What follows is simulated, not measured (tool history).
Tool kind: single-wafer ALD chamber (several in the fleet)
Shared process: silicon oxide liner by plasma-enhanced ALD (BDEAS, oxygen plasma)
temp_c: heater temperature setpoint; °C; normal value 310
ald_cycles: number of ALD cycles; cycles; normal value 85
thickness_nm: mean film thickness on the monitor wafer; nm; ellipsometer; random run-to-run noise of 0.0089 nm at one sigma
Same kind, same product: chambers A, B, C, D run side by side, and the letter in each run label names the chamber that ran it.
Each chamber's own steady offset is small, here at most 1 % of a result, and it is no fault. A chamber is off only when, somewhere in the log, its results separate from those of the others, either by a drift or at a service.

run   hour  temp_c  ald_cycles  read-back reference wafer on the same gauge, thickness_nm  thickness_nm
 1B    8.2     310          85                                                     8.6516        7.7326
 2C   24.6     310          85                                                     8.6516        7.8102
 3A   39.5     310          85                                                     8.6528        7.8298
 4D   55.1     310          85                                                     8.6545        7.7997
 5B   62.8     315          85                                                     8.6558         7.683
 6D     77     315          85                                                      8.658        7.7603
 7C   85.8     315          85                                                     8.6593        7.7657
 8A   99.8     315          85                                                     8.6601        7.7869
 9A  115.7     310          85                                                     8.6604        7.8437
10B  130.1     310          85                                                     8.6647        7.7572
11C  146.3     310          85                                                      8.664        7.8112
12D  157.3     310          85                                                     8.6657        7.8087
13C  166.1     310          85                                                     8.6655        7.8305
14B  182.1     310          85                                                      8.666        7.7498
15A  190.6     310          85                                                     8.6702         7.864
16D  202.1     310          85                                                     8.6701        7.8083
17B  213.9     310          85                                                     8.6689        7.7575
18A  221.5     310          85                                                     8.6702        7.8561
19C  236.3     324          74                                                     8.6709        6.6786
20D  246.8     324          74                                                     8.6728        6.6741
21D  255.4     324          74                                                      8.674        6.6725
22B  270.4     324          74                                                     8.6751        6.6273
23C  283.5     310          97                                                      8.679        8.9433
24A  292.2     310          97                                                     8.6783        8.9577
25C  303.2     310          97                                                      8.679        8.9378
26A  311.8     310          97                                                     8.6785        8.9604
27B  323.8     310          85                                                     8.6807        7.7624
28D  333.9     304          85                                                     8.6815        7.9005
29C  348.1     304          85                                                     8.6832        7.9078
30D  362.7     304          85                                                     8.6837        7.9015
31B    374     304          85                                                     8.6874        7.8458
32A  381.4     310          85                                                     8.6893        7.8589
33D  397.2     310          85                                                     8.6847          7.84
34C  411.5     310          85                                                     8.6896        7.8468

Which is it: a chamber that has drifted or been left off by a service, a gauge drift common to all chambers, or only each chamber's usual small offset? If a chamber is off, name it and its likeliest cause.

Every chamber seems to shift together because the gauge that measures them all drifts; the chambers themselves are fine.
Likeliest cause: gauge reads high (%) = 0.471.

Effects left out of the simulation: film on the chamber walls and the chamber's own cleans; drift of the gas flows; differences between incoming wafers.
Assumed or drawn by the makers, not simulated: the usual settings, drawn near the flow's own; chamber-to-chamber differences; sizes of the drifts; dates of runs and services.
